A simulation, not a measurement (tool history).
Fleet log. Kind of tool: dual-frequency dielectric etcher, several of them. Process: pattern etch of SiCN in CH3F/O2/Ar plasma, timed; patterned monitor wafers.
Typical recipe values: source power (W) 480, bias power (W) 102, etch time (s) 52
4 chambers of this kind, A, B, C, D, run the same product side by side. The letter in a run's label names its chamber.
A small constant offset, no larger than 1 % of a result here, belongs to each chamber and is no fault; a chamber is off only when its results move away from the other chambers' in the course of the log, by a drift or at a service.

run	hour	source power (W)	bias power (W)	etch time (s)	read-back reference wafer on the same gauge, depth_nm	mean etch depth across the wafer (angstrom)
1A	4.3	480	102	52	23.413	236.42
2B	10.1	480	102	52	23.374	237.05
3D	16.9	480	102	52	23.394	238.35
4C	22.3	480	102	52	23.385	234.87
5C	28.4	480	102	52	23.395	235.71
6D	33	480	102	52	23.406	239.66
# hour 39: chamber B: wet clean of the chamber
7B	39.7	480	102	52	23.402	236.99
8A	47.4	480	102	52	23.389	235.9
9D	51.6	480	102	52	23.404	239.38
10A	57.8	480	102	52	23.368	235.66
11C	64.1	480	102	52	23.385	234.52
12B	71.3	480	102	52	23.387	234.34
13A	78.7	480	102	52	23.38	236.85
14C	83.2	480	102	52	23.38	236.33
15B	91.5	480	102	52	23.411	235.51
16D	99.4	480	102	52	23.411	244.38
17B	105.4	480	102	52	23.405	235.64
18D	110.6	480	102	52	23.379	242.2
19A	118	480	102	52	23.386	235.9
20C	122.7	480	102	52	23.413	234.33
# hour 122.8: chamber C: wet clean of the chamber
21D	129.6	480	102	52	23.397	243.07
22B	137	480	102	52	23.406	236.42
23A	143.1	480	102	52	23.41	236.19
24C	151.1	480	102	52	23.408	236.41
25D	155.5	480	102	52	23.384	245.82
26C	163.2	480	102	52	23.376	233.88

All 4 chambers run these settings next. Forecast each chamber's results:
27A	169.1	480	77	52		?
27B	169.1	480	77	52		?
27C	169.1	480	77	52		?
27D	169.1	480	77	52		?

run	mean etch depth across the wafer (angstrom)
27A	213.31
27B	214.9
27C	212.94
27D	222.34
